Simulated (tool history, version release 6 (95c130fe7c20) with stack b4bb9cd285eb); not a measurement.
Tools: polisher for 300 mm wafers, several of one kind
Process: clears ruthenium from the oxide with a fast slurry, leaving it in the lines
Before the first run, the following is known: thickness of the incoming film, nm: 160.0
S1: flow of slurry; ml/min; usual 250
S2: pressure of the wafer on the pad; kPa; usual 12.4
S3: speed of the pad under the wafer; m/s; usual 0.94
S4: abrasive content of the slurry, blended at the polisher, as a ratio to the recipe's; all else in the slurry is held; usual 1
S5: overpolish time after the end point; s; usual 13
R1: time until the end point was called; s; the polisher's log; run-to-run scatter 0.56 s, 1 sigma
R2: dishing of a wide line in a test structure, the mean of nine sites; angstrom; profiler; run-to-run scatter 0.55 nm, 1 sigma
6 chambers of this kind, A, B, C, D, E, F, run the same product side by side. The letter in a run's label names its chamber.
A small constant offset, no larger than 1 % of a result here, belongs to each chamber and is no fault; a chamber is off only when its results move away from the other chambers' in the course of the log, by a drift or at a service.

run 1B hour=4.6 | S1=250 S2=12.4 S3=0.94 S4=1 S5=13 | R1=63.122 R2=268.3
run 2E hour=12 | S1=250 S2=12.4 S3=0.94 S4=1 S5=13 | R1=63.655 R2=272.82
-- hour=16 chamber B: worn pad replaced by a new one
run 3D hour=17.4 | S1=250 S2=12.4 S3=0.94 S4=1 S5=13 | R1=63.021 R2=270.92
run 4A hour=23.3 | S1=250 S2=12.4 S3=0.94 S4=1 S5=13 | R1=61.992 R2=288.51
run 5F hour=31.2 | S1=250 S2=12.4 S3=0.94 S4=1 S5=10 | R1=63.669 R2=216.54
run 6C hour=38.5 | S1=250 S2=12.4 S3=0.94 S4=1 S5=10 | R1=63.775 R2=216.59
run 7E hour=47.2 | S1=250 S2=12.4 S3=0.94 S4=1 S5=10 | R1=64.144 R2=219.22
-- hour=48.1 chamber C: slurry blender recalibrated
-- hour=49.6 chamber A: worn pad replaced by a new one
run 8C hour=54.6 | S1=250 S2=12.4 S3=0.94 S4=1 S5=10 | R1=62.203 R2=221.18
-- hour=60.3 chamber F: worn pad replaced by a new one
run 9B hour=62.5 | S1=250 S2=12.4 S3=0.94 S4=1 S5=10 | R1=62.702 R2=212.74
run 10F hour=67.5 | S1=250 S2=12.4 S3=0.94 S4=1 S5=10 | R1=63.235 R2=215.56
run 11D hour=71.6 | S1=250 S2=12.4 S3=0.94 S4=1 S5=13 | R1=62.912 R2=273.51
run 12A hour=75.7 | S1=250 S2=12.4 S3=0.94 S4=1 S5=13 | R1=62.414 R2=276.07
run 13A hour=83.1 | S1=250 S2=12.4 S3=0.94 S4=1 S5=13 | R1=63.361 R2=272.23
run 14D hour=90.5 | S1=250 S2=12.4 S3=0.94 S4=1 S5=13 | R1=63.096 R2=272.54
run 15E hour=96.5 | S1=250 S2=12.4 S3=1.22 S4=1 S5=13 | R1=47.896 R2=338.65
-- hour=100.4 chamber C: worn pad replaced by a new one
run 16F hour=103.4 | S1=250 S2=12.4 S3=1.22 S4=1 S5=13 | R1=49.333 R2=337.79
run 17C hour=111.6 | S1=250 S2=12.4 S3=1.22 S4=1 S5=13 | R1=47.875 R2=356.84
run 18B hour=119.5 | S1=250 S2=12.4 S3=1.22 S4=1 S5=13 | R1=47.887 R2=348.83
run 19C hour=123.4 | S1=250 S2=12.4 S3=1.22 S4=1 S5=13 | R1=48.44 R2=353.98
-- hour=124.5 chamber B: worn pad replaced by a new one
-- hour=127.4 chamber D: slurry blender recalibrated
-- hour=129.2 chamber A: worn pad replaced by a new one
run 20B hour=132.1 | S1=250 S2=12.4 S3=1.22 S4=1 S5=13 | R1=48.444 R2=338.41
run 21D hour=139.3 | S1=250 S2=12.4 S3=0.94 S4=1 S5=13 | R1=61.767 R2=284.77
run 22E hour=144.7 | S1=250 S2=10.3 S3=0.94 S4=1 S5=7 | R1=76.729 R2=125.68
-- hour=149.3 chamber D: slurry nozzle cleaned
run 23F hour=152.6 | S1=250 S2=10.3 S3=0.94 S4=1 S5=7 | R1=76.486 R2=129.99
run 24A hour=159.3 | S1=250 S2=10.3 S3=0.94 S4=1 S5=7 | R1=75.103 R2=133.06
-- hour=163 chamber E: slurry blender recalibrated
run 25D hour=163.4 | S1=250 S2=10.3 S3=0.94 S4=1 S5=7 | R1=71.745 R2=139.06
run 26F hour=168.9 | S1=250 S2=10.3 S3=0.94 S4=1 S5=7 | R1=76.541 R2=130.14
-- hour=175.2 chamber D: worn pad replaced by a new one
run 27B hour=175.3 | S1=250 S2=10.3 S3=0.94 S4=1 S5=7 | R1=75.2 R2=127.25
-- hour=178.2 chamber F: slurry blender recalibrated
run 28E hour=180.3 | S1=165 S2=12.4 S3=0.94 S4=1 S5=13 | R1=66.492 R2=249.41
run 29A hour=187.8 | S1=165 S2=12.4 S3=0.94 S4=1 S5=13 | R1=65.893 R2=264.24
-- hour=191.7 chamber C: worn pad replaced by a new one
run 30C hour=195 | S1=165 S2=12.4 S3=0.94 S4=1 S5=13 | R1=66.005 R2=262
-- hour=202.3 chamber B: slurry blender recalibrated
run 31F hour=202.9 | S1=165 S2=12.4 S3=0.94 S4=1 S5=13 | R1=66.358 R2=261.03
-- hour=204.7 chamber F: worn pad replaced by a new one
-- hour=207.2 chamber C: slurry blender recalibrated
run 32A hour=207.2 | S1=165 S2=12.4 S3=0.94 S4=1 S5=13 | R1=66.147 R2=264.61
-- hour=209.1 chamber F: head pressure recalibrated
-- hour=213.5 chamber A: worn pad replaced by a new one
run 33C hour=214.3 | S1=165 S2=12.4 S3=0.94 S4=1 S5=13 | R1=66.234 R2=259.74
-- hour=217.4 chamber E: worn pad replaced by a new one
run 34D hour=220.2 | S1=250 S2=12.4 S3=0.94 S4=1 S5=13 | R1=59.639 R2=296.35
-- hour=220.8 chamber A: head pressure recalibrated
-- hour=224 chamber B: worn pad replaced by a new one
run 35B hour=226.1 | S1=250 S2=12.4 S3=0.94 S4=1 S5=13 | R1=63.243 R2=272.89
run 36E hour=230.1 | S1=215 S2=12.4 S3=1.06 S4=1 S5=13 | R1=57.177 R2=304.82
run 37B hour=234.9 | S1=215 S2=12.4 S3=1.06 S4=1 S5=13 | R1=56.275 R2=301.68
run 38D hour=241.9 | S1=215 S2=12.4 S3=1.06 S4=1 S5=13 | R1=52.709 R2=319.38
-- hour=242.4 chamber A: slurry blender recalibrated
run 39A hour=248.1 | S1=215 S2=12.4 S3=1.06 S4=1 S5=13 | R1=56.766 R2=309.99
run 40F hour=253.3 | S1=215 S2=12.4 S3=1.06 S4=1 S5=13 | R1=56.902 R2=302.44
run 41C hour=258.5 | S1=215 S2=12.4 S3=1.06 S4=1 S5=13 | R1=56.736 R2=314.62
run 42E hour=264.5 | S1=165 S2=12.4 S3=0.94 S4=1.1 S5=13 | R1=64.458 R2=262.02

All chambers now run identical settings, listed one chamber a line with results as question marks. What results will each chamber show?
run 43A hour=270.8 | S1=250 S2=12.4 S3=0.94 S4=0.8 S5=13 | R1=? R2=?
run 43B hour=270.8 | S1=250 S2=12.4 S3=0.94 S4=0.8 S5=13 | R1=? R2=?
run 43C hour=270.8 | S1=250 S2=12.4 S3=0.94 S4=0.8 S5=13 | R1=? R2=?
run 43D hour=270.8 | S1=250 S2=12.4 S3=0.94 S4=0.8 S5=13 | R1=? R2=?
run 43E hour=270.8 | S1=250 S2=12.4 S3=0.94 S4=0.8 S5=13 | R1=? R2=?
run 43F hour=270.8 | S1=250 S2=12.4 S3=0.94 S4=0.8 S5=13 | R1=? R2=?

run=43A R1=68.71 R2=238.56
run=43B R1=70.964 R2=242.2
run=43C R1=69.808 R2=244.16
run=43D R1=65.223 R2=263.71
run=43E R1=71.102 R2=248.8
run=43F R1=71.179 R2=255.14
